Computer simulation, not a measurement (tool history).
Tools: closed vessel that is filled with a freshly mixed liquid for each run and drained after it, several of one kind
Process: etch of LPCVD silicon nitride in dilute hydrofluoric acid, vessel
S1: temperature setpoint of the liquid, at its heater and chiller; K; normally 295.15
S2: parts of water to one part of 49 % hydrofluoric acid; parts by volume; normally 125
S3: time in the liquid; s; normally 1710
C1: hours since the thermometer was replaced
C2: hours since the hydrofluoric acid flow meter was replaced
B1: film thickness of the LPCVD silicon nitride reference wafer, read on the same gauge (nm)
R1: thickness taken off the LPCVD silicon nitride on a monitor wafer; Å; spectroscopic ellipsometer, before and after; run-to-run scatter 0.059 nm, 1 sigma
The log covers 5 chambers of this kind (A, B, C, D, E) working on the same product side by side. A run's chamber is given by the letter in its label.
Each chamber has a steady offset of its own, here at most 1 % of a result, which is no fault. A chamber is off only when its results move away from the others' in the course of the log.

Run 1E, day 0.125: usual settings; C1 553.4; C2 869.5; B1 100.01. Result: R1 69.402 Å.
Run 2C, day 0.229: usual settings; C1 1344.5; C2 1218.6; B1 100.03. Result: R1 67.423 Å.
Run 3A, day 0.379: usual settings; C1 1230.9; C2 221.8; B1 99.991. Result: R1 68.576 Å.
Run 4D, day 0.533: usual settings; C1 776.4; C2 126.2; B1 100.01. Result: R1 69.394 Å.
Run 5B, day 0.708: usual settings; C1 178.7; C2 383.7; B1 100.01. Result: R1 68.434 Å.
Run 6A, day 0.912: usual settings; C1 1243.7; C2 234.6; B1 100.02. Result: R1 69.142 Å.
Run 7D, day 1.108: usual settings but S2 175 parts by volume; C1 790.2; C2 140; B1 99.949. Result: R1 50.076 Å.
Run 8C, day 1.329: usual settings but S2 175 parts by volume; C1 1370.9; C2 1245; B1 99.985. Result: R1 48.321 Å.
Run 9B, day 1.429: usual settings but S2 175 parts by volume; C1 196; C2 401; B1 99.973. Result: R1 48.786 Å.
Run 10E, day 1.579: usual settings but S2 175 parts by volume; C1 588.3; C2 904.4; B1 99.98. Result: R1 48.848 Å.
Run 11A, day 1.792: usual settings but S2 175 parts by volume; C1 1264.8; C2 255.7; B1 99.995. Result: R1 49.332 Å.
Run 12E, day 1.971: usual settings; C1 597.7; C2 913.8; B1 99.94. Result: R1 68.466 Å.
Run 13D, day 2.142: usual settings; C1 815; C2 164.8; B1 100.01. Result: R1 69.994 Å.
Run 14B, day 2.317: usual settings; C1 217.3; C2 422.3; B1 100.02. Result: R1 67.012 Å.
Run 15C, day 2.5: usual settings; C1 1399; C2 1273.1; B1 99.948. Result: R1 68.257 Å.
Run 16C, day 2.671: usual settings; C1 1403.1; C2 1277.2; B1 100.01. Result: R1 67.949 Å.
Run 17A, day 2.808: usual settings but S2 80 parts by volume, S3 2320 s; C1 1289.2; C2 280.1; B1 100.01. Result: R1 145.17 Å.
Run 18E, day 2.971: usual settings but S2 80 parts by volume, S3 2320 s; C1 621.7; C2 937.8; B1 100.01. Result: R1 144.48 Å.
Run 19B, day 3.117: usual settings but S2 80 parts by volume, S3 2320 s; C1 236.5; C2 441.5; B1 100.01. Result: R1 136.75 Å.
Run 20D, day 3.212: usual settings but S2 80 parts by volume, S3 2320 s; C1 840.7; C2 190.5; B1 99.985. Result: R1 147.28 Å.
Run 21E, day 3.367: usual settings but S2 80 parts by volume, S3 2320 s; C1 631.2; C2 947.3; B1 99.991. Result: R1 143.23 Å.
Run 22C, day 3.471: usual settings; C1 1422.3; C2 1296.4; B1 99.985. Result: R1 68.115 Å.
Run 23A, day 3.596: usual settings; C1 1308.1; C2 299; B1 99.988. Result: R1 68.896 Å.
Run 24D, day 3.804: usual settings; C1 854.9; C2 204.7; B1 100.02. Result: R1 68.814 Å.
Run 25B, day 3.95: usual settings; C1 256.5; C2 461.5; B1 100. Result: R1 64.615 Å.
Run 26C, day 4.112: usual settings; C1 1437.7; C2 1311.8; B1 100.01. Result: R1 68.887 Å.
Run 27D, day 4.338: usual settings; C1 867.7; C2 217.5; B1 100.01. Result: R1 68.544 Å.
Run 28E, day 4.438: usual settings; C1 656.9; C2 973; B1 100.03. Result: R1 67.612 Å.
Run 29A, day 4.558: usual settings; C1 1331.2; C2 322.1; B1 100.02. Result: R1 68.166 Å.
Run 30B, day 4.712: usual settings; C1 274.8; C2 479.8; B1 100. Result: R1 63.544 Å.
Run 31B, day 4.9: usual settings; C1 279.3; C2 484.3; B1 99.989. Result: R1 63.311 Å.
Run 32D, day 5.117: usual settings; C1 886.4; C2 236.2; B1 100.01. Result: R1 69.903 Å.

Next, all 5 chambers run the settings below, one line each with question marks for the results. What does each chamber give?
Run 33A, day 5.275: usual settings but S1 296.65 K. Result: R1 ?.
Run 33B, day 5.275: usual settings but S1 296.65 K. Result: R1 ?.
Run 33C, day 5.275: usual settings but S1 296.65 K. Result: R1 ?.
Run 33D, day 5.275: usual settings but S1 296.65 K. Result: R1 ?.
Run 33E, day 5.275: usual settings but S1 296.65 K. Result: R1 ?.

run      R1
33A  75.917
33B  69.083
33C  75.848
33D  77.114
33E  74.544
